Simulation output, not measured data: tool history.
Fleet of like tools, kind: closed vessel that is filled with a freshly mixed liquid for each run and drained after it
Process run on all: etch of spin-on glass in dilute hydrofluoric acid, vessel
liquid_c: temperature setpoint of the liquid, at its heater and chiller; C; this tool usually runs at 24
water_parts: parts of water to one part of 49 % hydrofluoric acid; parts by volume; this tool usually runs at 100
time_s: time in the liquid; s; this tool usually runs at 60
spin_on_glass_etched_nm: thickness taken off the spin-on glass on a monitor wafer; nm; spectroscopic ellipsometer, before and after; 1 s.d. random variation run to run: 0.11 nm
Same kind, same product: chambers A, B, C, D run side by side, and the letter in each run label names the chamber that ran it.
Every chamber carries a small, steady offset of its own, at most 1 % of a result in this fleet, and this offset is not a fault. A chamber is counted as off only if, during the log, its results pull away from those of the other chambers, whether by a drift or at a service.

run   hour  liquid_c  water_parts  time_s  read-back film thickness of the spin-on glass reference wafer, read on the same gauge (nm)  spin_on_glass_etched_nm
 1B    4.3        24          100      60                                                                                     100.020                   15.390
 2C    9.1        24          100      60                                                                                     100.010                   15.256
 3A   12.8        24          100      60                                                                                     100.010                   15.226
 4D   17.4        24          100      60                                                                                     100.010                   15.257
 5B   21.2        24          100      60                                                                                      99.985                   15.391
 6D   25.8        24          100      60                                                                                     100.010                   15.205
 7A   28.5        24          100      60                                                                                      99.998                   15.263
 8C   32.7        24          100      60                                                                                      99.990                   15.331
      34.1  -- chamber B: hydrofluoric acid flow meter replaced
 9C   35.5        24          100      60                                                                                      99.981                   15.536
10B   38.4        24          100      60                                                                                     100.010                   15.265
11D   41.5        24          100      60                                                                                      99.953                   15.392
12A   46.3        24          100      60                                                                                      99.975                   15.095
13D   48.6        24          100      60                                                                                      99.934                   15.135
14B   53.6        24          100      60                                                                                      99.995                   15.218
15A   57.2        24          100      60                                                                                     100.020                   15.298
16C   62.3        24          100      60                                                                                     100.020                   15.284
17C   66.3        24          100      60                                                                                     100.000                   15.269
18D   70.6        24          100      60                                                                                      99.962                   14.897
19B   74.1        24          100      60                                                                                     100.000                   15.401
20A   76.9        24          100      60                                                                                     100.000                   15.134
21B   79.8        24          100      60                                                                                      99.999                   15.559
22A   82.4        24          100      60                                                                                     100.020                   15.247
23D   87.3        24          100      60                                                                                      99.990                   14.636
24C   91.6        20           65      60                                                                                      99.974                   20.863
25D   94.4        20           65      60                                                                                     100.040                   19.825
26A   98.8        20           65      60                                                                                      99.971                   20.906
27B  102.0        20           65      60                                                                                     100.010                   21.063
28C  104.3        24          100      60                                                                                      99.956                   15.398
29C  108.8        24          100      60                                                                                      99.993                   15.470
30D  113.2        24          100      60                                                                                     100.000                   14.210

Each of the 4 chambers runs these same settings next. Fill in every chamber's results:
31A  116.9        24          100      60                                                                                                                    ?
31B  116.9        24          100      60                                                                                                                    ?
31C  116.9        24          100      60                                                                                                                    ?
31D  116.9        24          100      60                                                                                                                    ?

run  spin_on_glass_etched_nm
31A                   15.263
31B                   15.279
31C                   15.354
31D                   14.294
